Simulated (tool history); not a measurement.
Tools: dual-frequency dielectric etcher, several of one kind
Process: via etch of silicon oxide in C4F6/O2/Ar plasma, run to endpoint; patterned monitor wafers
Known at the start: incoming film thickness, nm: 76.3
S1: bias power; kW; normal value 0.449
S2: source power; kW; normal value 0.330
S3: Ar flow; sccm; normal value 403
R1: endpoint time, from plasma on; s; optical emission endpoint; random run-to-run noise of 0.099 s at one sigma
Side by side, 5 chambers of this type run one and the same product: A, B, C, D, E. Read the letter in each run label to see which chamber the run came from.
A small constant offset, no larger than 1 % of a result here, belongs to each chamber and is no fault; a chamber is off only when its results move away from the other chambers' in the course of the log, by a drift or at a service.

{"run": "1D", "hour": 3.3, "S1": 0.449, "S2": 0.33, "S3": 403, "R1": 19.311}
{"run": "2C", "hour": 9.1, "S1": 0.449, "S2": 0.33, "S3": 403, "R1": 19.422}
{"hour": 11.3, "done": "chamber E: bias power generator calibrated"}
{"run": "3A", "hour": 14.4, "S1": 0.449, "S2": 0.33, "S3": 403, "R1": 19.296}
{"run": "4E", "hour": 19.4, "S1": 0.449, "S2": 0.33, "S3": 403, "R1": 19.379}
{"run": "5B", "hour": 22.8, "S1": 0.449, "S2": 0.33, "S3": 403, "R1": 19.608}
{"run": "6E", "hour": 25.6, "S1": 0.449, "S2": 0.33, "S3": 403, "R1": 19.4}
{"run": "7D", "hour": 29.3, "S1": 0.449, "S2": 0.33, "S3": 403, "R1": 19.362}
{"run": "8B", "hour": 33.6, "S1": 0.449, "S2": 0.33, "S3": 403, "R1": 19.478}
{"run": "9A", "hour": 37.5, "S1": 0.538, "S2": 0.33, "S3": 493, "R1": 18.378}
{"run": "10C", "hour": 43.1, "S1": 0.538, "S2": 0.33, "S3": 493, "R1": 18.651}
{"run": "11B", "hour": 48.8, "S1": 0.538, "S2": 0.33, "S3": 493, "R1": 18.569}
{"run": "12A", "hour": 53.3, "S1": 0.538, "S2": 0.33, "S3": 493, "R1": 18.504}
{"run": "13D", "hour": 57.7, "S1": 0.538, "S2": 0.33, "S3": 493, "R1": 18.384}
{"run": "14E", "hour": 62.3, "S1": 0.509, "S2": 0.33, "S3": 499, "R1": 18.919}
{"run": "15C", "hour": 66.5, "S1": 0.509, "S2": 0.33, "S3": 499, "R1": 19.261}
{"run": "16A", "hour": 71.3, "S1": 0.509, "S2": 0.33, "S3": 499, "R1": 19.038}
{"run": "17B", "hour": 74.5, "S1": 0.509, "S2": 0.33, "S3": 499, "R1": 18.994}
{"run": "18E", "hour": 79.0, "S1": 0.509, "S2": 0.33, "S3": 499, "R1": 18.932}
{"run": "19C", "hour": 84.2, "S1": 0.449, "S2": 0.33, "S3": 403, "R1": 19.589}
{"run": "20D", "hour": 87.2, "S1": 0.449, "S2": 0.33, "S3": 496, "R1": 19.847}
{"run": "21D", "hour": 90.4, "S1": 0.449, "S2": 0.33, "S3": 496, "R1": 19.899}
{"run": "22C", "hour": 93.1, "S1": 0.449, "S2": 0.33, "S3": 496, "R1": 19.904}
{"run": "23B", "hour": 98.4, "S1": 0.449, "S2": 0.33, "S3": 496, "R1": 20.015}
{"run": "24A", "hour": 104.2, "S1": 0.449, "S2": 0.33, "S3": 496, "R1": 19.925}
{"run": "25E", "hour": 107.3, "S1": 0.449, "S2": 0.33, "S3": 403, "R1": 19.259}
{"run": "26C", "hour": 110.3, "S1": 0.449, "S2": 0.33, "S3": 403, "R1": 19.523}
{"run": "27A", "hour": 115.8, "S1": 0.449, "S2": 0.26, "S3": 316, "R1": 20.353}
{"hour": 118.1, "done": "chamber B: wet clean of the chamber"}
{"run": "28D", "hour": 119.6, "S1": 0.449, "S2": 0.26, "S3": 316, "R1": 20.548}
{"run": "29B", "hour": 125.0, "S1": 0.449, "S2": 0.26, "S3": 316, "R1": 20.707}
{"run": "30E", "hour": 129.8, "S1": 0.449, "S2": 0.26, "S3": 316, "R1": 20.849}
{"run": "31D", "hour": 133.3, "S1": 0.449, "S2": 0.26, "S3": 316, "R1": 20.573}

Next, every chamber runs the same settings. What will each give?
{"run": "32A", "hour": 137.5, "S1": 0.449, "S2": 0.33, "S3": 403, "R1": "?"}
{"run": "32B", "hour": 137.5, "S1": 0.449, "S2": 0.33, "S3": 403, "R1": "?"}
{"run": "32C", "hour": 137.5, "S1": 0.449, "S2": 0.33, "S3": 403, "R1": "?"}
{"run": "32D", "hour": 137.5, "S1": 0.449, "S2": 0.33, "S3": 403, "R1": "?"}
{"run": "32E", "hour": 137.5, "S1": 0.449, "S2": 0.33, "S3": 403, "R1": "?"}

run=32A R1=19.239
run=32B R1=19.348
run=32C R1=19.517
run=32D R1=19.267
run=32E R1=19.335

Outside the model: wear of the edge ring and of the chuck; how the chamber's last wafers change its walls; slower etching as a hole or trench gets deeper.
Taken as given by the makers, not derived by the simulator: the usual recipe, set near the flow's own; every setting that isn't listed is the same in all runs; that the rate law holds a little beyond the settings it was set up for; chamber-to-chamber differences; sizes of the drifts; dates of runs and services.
